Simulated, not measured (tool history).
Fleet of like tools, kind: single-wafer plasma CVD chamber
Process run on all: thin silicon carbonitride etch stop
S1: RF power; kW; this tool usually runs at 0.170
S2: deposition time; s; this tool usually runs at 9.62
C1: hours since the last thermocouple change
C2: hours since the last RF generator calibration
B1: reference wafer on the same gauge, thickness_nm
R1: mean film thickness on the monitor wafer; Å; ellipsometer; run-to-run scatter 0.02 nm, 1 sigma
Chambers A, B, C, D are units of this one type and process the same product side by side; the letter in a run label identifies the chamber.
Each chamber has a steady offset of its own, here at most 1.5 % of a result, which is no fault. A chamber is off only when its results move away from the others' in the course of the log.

{"hour": 2.8, "done": "chamber C: thermocouple changed; heater temperature recalibrated"}
{"run": "1D", "hour": 13.2, "S1": 0.17, "S2": 9.62, "C1": 1172.7, "C2": 363.9, "B1": 4.9946, "R1": 51.825}
{"run": "2A", "hour": 22.6, "S1": 0.17, "S2": 9.62, "C1": 1896.9, "C2": 169.7, "B1": 4.9898, "R1": 52.86}
{"run": "3C", "hour": 35.5, "S1": 0.17, "S2": 9.62, "C1": 32.7, "C2": 1740.1, "B1": 4.9916, "R1": 51.896}
{"run": "4B", "hour": 41.5, "S1": 0.17, "S2": 9.62, "C1": 1077.3, "C2": 476.9, "B1": 4.9905, "R1": 51.996}
{"run": "5C", "hour": 49.3, "S1": 0.17, "S2": 9.62, "C1": 46.5, "C2": 1753.9, "B1": 4.9951, "R1": 51.927}
{"run": "6D", "hour": 55.7, "S1": 0.17, "S2": 9.62, "C1": 1215.2, "C2": 406.4, "B1": 4.9881, "R1": 51.381}
{"run": "7A", "hour": 68.3, "S1": 0.17, "S2": 9.62, "C1": 1942.6, "C2": 215.4, "B1": 4.9892, "R1": 52.594}
{"run": "8B", "hour": 81.3, "S1": 0.17, "S2": 9.62, "C1": 1117.1, "C2": 516.7, "B1": 4.9927, "R1": 51.958}
{"run": "9C", "hour": 90.9, "S1": 0.17, "S2": 9.62, "C1": 88.1, "C2": 1795.5, "B1": 4.9919, "R1": 51.973}
{"run": "10D", "hour": 102.4, "S1": 0.17, "S2": 9.62, "C1": 1261.9, "C2": 453.1, "B1": 4.9932, "R1": 52.234}
{"run": "11A", "hour": 111.8, "S1": 0.17, "S2": 9.62, "C1": 1986.1, "C2": 258.9, "B1": 4.9901, "R1": 53.022}
{"run": "12B", "hour": 118.3, "S1": 0.17, "S2": 9.62, "C1": 1154.1, "C2": 553.7, "B1": 4.996, "R1": 52.13}
{"run": "13C", "hour": 127.0, "S1": 0.17, "S2": 9.62, "C1": 124.2, "C2": 1831.6, "B1": 4.9887, "R1": 52.251}
{"run": "14A", "hour": 135.6, "S1": 0.17, "S2": 8.38, "C1": 2009.9, "C2": 282.7, "B1": 4.9895, "R1": 46.262}
{"run": "15B", "hour": 145.6, "S1": 0.17, "S2": 8.38, "C1": 1181.4, "C2": 581.0, "B1": 4.9859, "R1": 45.218}
{"run": "16D", "hour": 153.9, "S1": 0.17, "S2": 8.38, "C1": 1313.4, "C2": 504.6, "B1": 4.989, "R1": 45.237}
{"run": "17B", "hour": 161.2, "S1": 0.17, "S2": 8.38, "C1": 1197.0, "C2": 596.6, "B1": 4.994, "R1": 45.134}
{"run": "18C", "hour": 173.6, "S1": 0.17, "S2": 9.62, "C1": 170.8, "C2": 1878.2, "B1": 4.9947, "R1": 51.931}
{"hour": 177.3, "done": "chamber B: thermocouple changed; heater temperature recalibrated"}
{"run": "19D", "hour": 185.8, "S1": 0.17, "S2": 9.62, "C1": 1345.3, "C2": 536.5, "B1": 4.9899, "R1": 51.886}
{"run": "20A", "hour": 198.8, "S1": 0.17, "S2": 9.62, "C1": 2073.1, "C2": 345.9, "B1": 4.9893, "R1": 53.302}
{"run": "21D", "hour": 205.4, "S1": 0.17, "S2": 9.62, "C1": 1364.9, "C2": 556.1, "B1": 4.987, "R1": 51.697}
{"run": "22C", "hour": 216.8, "S1": 0.17, "S2": 9.62, "C1": 214.0, "C2": 1921.4, "B1": 4.993, "R1": 51.845}
{"run": "23B", "hour": 228.8, "S1": 0.17, "S2": 9.62, "C1": 51.6, "C2": 664.2, "B1": 4.9925, "R1": 52.081}
{"run": "24A", "hour": 237.2, "S1": 0.17, "S2": 10.36, "C1": 2111.5, "C2": 384.3, "B1": 4.9893, "R1": 56.816}
{"run": "25D", "hour": 247.5, "S1": 0.17, "S2": 10.36, "C1": 1407.0, "C2": 598.2, "B1": 4.9866, "R1": 55.77}
{"run": "26B", "hour": 256.4, "S1": 0.17, "S2": 10.36, "C1": 79.2, "C2": 691.8, "B1": 4.9939, "R1": 55.954}
{"run": "27C", "hour": 263.3, "S1": 0.17, "S2": 10.36, "C1": 260.5, "C2": 1967.9, "B1": 4.9929, "R1": 56.314}
{"run": "28A", "hour": 270.9, "S1": 0.17, "S2": 9.62, "C1": 2145.2, "C2": 418.0, "B1": 4.9897, "R1": 53.121}
{"run": "29D", "hour": 279.7, "S1": 0.17, "S2": 9.62, "C1": 1439.2, "C2": 630.4, "B1": 4.9887, "R1": 51.85}
{"run": "30B", "hour": 285.4, "S1": 0.17, "S2": 9.62, "C1": 108.2, "C2": 720.8, "B1": 4.9863, "R1": 52.047}
{"run": "31A", "hour": 296.3, "S1": 0.17, "S2": 9.62, "C1": 2170.6, "C2": 443.4, "B1": 4.9879, "R1": 52.847}
{"run": "32C", "hour": 307.4, "S1": 0.17, "S2": 9.62, "C1": 304.6, "C2": 2012.0, "B1": 4.9944, "R1": 51.728}
{"run": "33C", "hour": 317.7, "S1": 0.17, "S2": 9.62, "C1": 314.9, "C2": 2022.3, "B1": 4.9897, "R1": 52.136}

Each of the 4 chambers runs these same settings next. Fill in every chamber's results:
{"run": "34A", "hour": 327.1, "S1": 0.17, "S2": 9.62, "R1": "?"}
{"run": "34B", "hour": 327.1, "S1": 0.17, "S2": 9.62, "R1": "?"}
{"run": "34C", "hour": 327.1, "S1": 0.17, "S2": 9.62, "R1": "?"}
{"run": "34D", "hour": 327.1, "S1": 0.17, "S2": 9.62, "R1": "?"}

run=34A R1=52.965
run=34B R1=52.202
run=34C R1=51.906
run=34D R1=51.474

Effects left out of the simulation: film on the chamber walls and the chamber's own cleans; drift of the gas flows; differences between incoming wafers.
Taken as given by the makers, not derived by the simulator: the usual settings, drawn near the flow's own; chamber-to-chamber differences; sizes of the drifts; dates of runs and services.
